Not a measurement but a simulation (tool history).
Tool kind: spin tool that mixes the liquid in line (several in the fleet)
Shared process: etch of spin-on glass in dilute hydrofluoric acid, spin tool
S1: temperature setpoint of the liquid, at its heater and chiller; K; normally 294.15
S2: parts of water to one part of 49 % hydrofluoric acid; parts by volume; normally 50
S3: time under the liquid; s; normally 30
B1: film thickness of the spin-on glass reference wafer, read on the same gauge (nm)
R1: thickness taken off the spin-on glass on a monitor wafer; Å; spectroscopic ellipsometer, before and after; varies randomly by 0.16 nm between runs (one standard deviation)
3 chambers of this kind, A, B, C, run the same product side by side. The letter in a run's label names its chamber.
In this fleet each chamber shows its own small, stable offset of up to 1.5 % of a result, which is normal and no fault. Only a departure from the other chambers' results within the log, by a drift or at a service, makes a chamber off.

Run 1A, hour 8: usual settings; B1 119.99. Result: R1 183.35 Å.
Run 2B, hour 20: usual settings; B1 120.03. Result: R1 183.69 Å.
Run 3C, hour 29.3: usual settings; B1 120. Result: R1 183.06 Å.
Run 4C, hour 38.2: usual settings; B1 120.01. Result: R1 182.84 Å.
Run 5A, hour 46.8: usual settings; B1 120. Result: R1 182.61 Å.
Run 6B, hour 58.5: usual settings; B1 120.02. Result: R1 182.44 Å.
Run 7A, hour 65.1: usual settings; B1 120.02. Result: R1 184.67 Å.
Run 8C, hour 71.7: usual settings; B1 120.01. Result: R1 181.01 Å.
Run 9B, hour 77.9: usual settings; B1 120.02. Result: R1 184.12 Å.
Run 10A, hour 89.8: usual settings; B1 119.99. Result: R1 182.62 Å.
Run 11B, hour 102.7: usual settings; B1 119.99. Result: R1 186.01 Å.
Run 12C, hour 115.1: usual settings; B1 119.99. Result: R1 181.47 Å.
Run 13C, hour 128.2: usual settings; B1 120. Result: R1 180.84 Å.
Run 14B, hour 139.8: usual settings; B1 120. Result: R1 187.42 Å.
Run 15A, hour 150.1: usual settings; B1 119.99. Result: R1 181.6 Å.
Run 16B, hour 157.1: usual settings; B1 120.01. Result: R1 183.65 Å.
Run 17A, hour 164.3: usual settings; B1 119.99. Result: R1 182.88 Å.
Run 18C, hour 172.7: usual settings; B1 119.99. Result: R1 178.74 Å.
Run 19B, hour 183.3: usual settings; B1 119.99. Result: R1 181.04 Å.
Run 20C, hour 195.7: usual settings; B1 119.99. Result: R1 176.73 Å.
Run 21A, hour 203.6: usual settings; B1 120.01. Result: R1 183.07 Å.
Run 22A, hour 213: usual settings but S3 20 s; B1 120.01. Result: R1 123.06 Å.
Run 23C, hour 220.2: usual settings but S3 20 s; B1 120. Result: R1 116.05 Å.
Run 24B, hour 231.6: usual settings but S3 20 s; B1 120. Result: R1 122.94 Å.
Run 25A, hour 241.7: usual settings; B1 120.01. Result: R1 183.67 Å.
Run 26C, hour 248.7: usual settings; B1 120.01. Result: R1 172.33 Å.
Run 27B, hour 259.4: usual settings; B1 120.01. Result: R1 183.78 Å.
Run 28B, hour 267.3: usual settings but S2 40 parts by volume, S3 20 s; B1 119.98. Result: R1 153.19 Å.
Run 29C, hour 273.7: usual settings but S2 40 parts by volume, S3 20 s; B1 120.02. Result: R1 146.49 Å.
Run 30A, hour 283.2: usual settings but S2 40 parts by volume, S3 20 s; B1 120. Result: R1 154.24 Å.
Run 31C, hour 294.1: usual settings but S2 70 parts by volume, S3 15 s; B1 120.01. Result: R1 60.281 Å.
Run 32A, hour 304.9: usual settings but S2 70 parts by volume, S3 15 s; B1 120. Result: R1 64.896 Å.
Run 33B, hour 315.7: usual settings but S2 70 parts by volume, S3 15 s; B1 120.02. Result: R1 63.871 Å.
Run 34C, hour 328.1: usual settings; B1 120. Result: R1 170.48 Å.
Run 35B, hour 335.5: usual settings; B1 120. Result: R1 178.95 Å.
Run 36A, hour 342.2: usual settings; B1 120. Result: R1 182.76 Å.
Run 37C, hour 350.2: usual settings; B1 120.02. Result: R1 170.2 Å.
Run 38B, hour 359.6: usual settings; B1 120. Result: R1 184.92 Å.
Run 39A, hour 372.4: usual settings; B1 120. Result: R1 181.51 Å.
Run 40A, hour 379.1: usual settings but S1 296.65 K, S2 40 parts by volume; B1 119.98. Result: R1 260.39 Å.

Next, every chamber runs the same settings. What will each give?
Run 41A, hour 388.6: usual settings but S2 35 parts by volume. Result: R1 ?.
Run 41B, hour 388.6: usual settings but S2 35 parts by volume. Result: R1 ?.
Run 41C, hour 388.6: usual settings but S2 35 parts by volume. Result: R1 ?.

run      R1
41A   270.5
41B  264.53
41C  242.78
